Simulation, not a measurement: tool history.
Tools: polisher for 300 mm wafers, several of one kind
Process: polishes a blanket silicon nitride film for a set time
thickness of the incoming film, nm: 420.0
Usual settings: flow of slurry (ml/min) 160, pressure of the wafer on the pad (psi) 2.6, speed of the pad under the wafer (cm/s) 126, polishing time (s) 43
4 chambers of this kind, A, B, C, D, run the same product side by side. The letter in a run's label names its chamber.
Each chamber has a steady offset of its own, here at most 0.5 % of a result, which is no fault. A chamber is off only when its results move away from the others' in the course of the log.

| run | hour | flow of slurry (ml/min) | pressure of the wafer on the pad (psi) | speed of the pad under the wafer (cm/s) | polishing time (s) | film removed (Å) |
|---|---|---|---|---|---|---|
| 1A | 2.4 | 160 | 2.6 | 126 | 43 | 678.19 |
| 2B | 5.9 | 160 | 2.6 | 126 | 43 | 669.11 |
| 3D | 7.8 | 160 | 2.6 | 126 | 43 | 678.79 |
|  | 11.2 | chamber C: worn pad replaced by a new one |
| 4C | 11.4 | 160 | 2.6 | 126 | 43 | 660.2 |
| 5B | 15.3 | 160 | 2.6 | 126 | 43 | 671.61 |
| 6C | 18.9 | 160 | 2.6 | 126 | 43 | 667.75 |
| 7D | 21.5 | 160 | 2.6 | 126 | 43 | 675.29 |
| 8A | 24.1 | 160 | 2.6 | 126 | 43 | 673.53 |
|  | 24.3 | chamber D: worn pad replaced by a new one |
| 9C | 27.2 | 160 | 3 | 126 | 43 | 790.31 |
| 10D | 30.7 | 160 | 3 | 126 | 43 | 762.59 |
| 11A | 32.6 | 160 | 3 | 126 | 43 | 777.35 |
| 12B | 34.8 | 160 | 3 | 126 | 43 | 771.39 |
| 13A | 37 | 160 | 2.6 | 126 | 53 | 815.36 |
| 14C | 40.8 | 160 | 2.6 | 126 | 53 | 830.42 |
| 15D | 45.1 | 160 | 2.6 | 126 | 53 | 838.28 |
|  | 47.9 | chamber C: head pressure recalibrated |
| 16B | 48.3 | 160 | 2.6 | 126 | 53 | 833.78 |
| 17A | 52 | 160 | 2.6 | 126 | 43 | 669.6 |
| 18B | 56.2 | 160 | 2.6 | 126 | 43 | 657.27 |
| 19C | 59.9 | 160 | 2.6 | 126 | 43 | 609.39 |
| 20D | 63 | 160 | 2.6 | 126 | 43 | 670.24 |
| 21D | 66.9 | 200 | 2.6 | 112 | 43 | 630.74 |
|  | 67.4 | chamber A: head pressure recalibrated |
| 22A | 70.2 | 200 | 2.6 | 112 | 43 | 637.21 |
| 23C | 72.4 | 200 | 2.6 | 112 | 43 | 563.84 |
| 24B | 75.6 | 200 | 2.6 | 112 | 43 | 622.81 |
| 25A | 78.7 | 160 | 2.6 | 142 | 43 | 742.63 |
| 26D | 81.3 | 160 | 2.6 | 142 | 43 | 745.39 |
|  | 85.5 | chamber A: worn pad replaced by a new one |
| 27C | 85.5 | 160 | 2.6 | 142 | 43 | 651.73 |
| 28B | 87.9 | 160 | 2.6 | 142 | 43 | 728.69 |
| 29C | 90.8 | 160 | 3.3 | 126 | 43 | 766.99 |
| 30D | 92.8 | 160 | 3.3 | 126 | 43 | 859.6 |
| 31B | 95.6 | 160 | 3.3 | 126 | 43 | 855.55 |
| 32A | 99.9 | 160 | 3.3 | 126 | 43 | 854.65 |
| 33B | 104 | 160 | 2.6 | 126 | 43 | 669.02 |
| 34D | 108 | 160 | 2.6 | 126 | 43 | 675.22 |
|  | 109.3 | chamber B: worn pad replaced by a new one |
| 35C | 111.2 | 160 | 2.6 | 126 | 43 | 609.11 |
| 36A | 115 | 160 | 2.6 | 126 | 43 | 677.54 |
| 37D | 118.1 | 160 | 2.6 | 126 | 43 | 671.72 |
| 38B | 122.1 | 160 | 3.2 | 110 | 43 | 730.97 |
| 39C | 126 | 160 | 3.2 | 110 | 43 | 675.1 |

All 4 chambers run these settings next. Forecast each chamber's results:
| 40A | 129.1 | 160 | 2.6 | 126 | 43 | ? |
| 40B | 129.1 | 160 | 2.6 | 126 | 43 | ? |
| 40C | 129.1 | 160 | 2.6 | 126 | 43 | ? |
| 40D | 129.1 | 160 | 2.6 | 126 | 43 | ? |

| run | film removed (Å) |
|---|---|
| 40A | 663.31 |
| 40B | 669.6 |
| 40C | 592.96 |
| 40D | 674.06 |
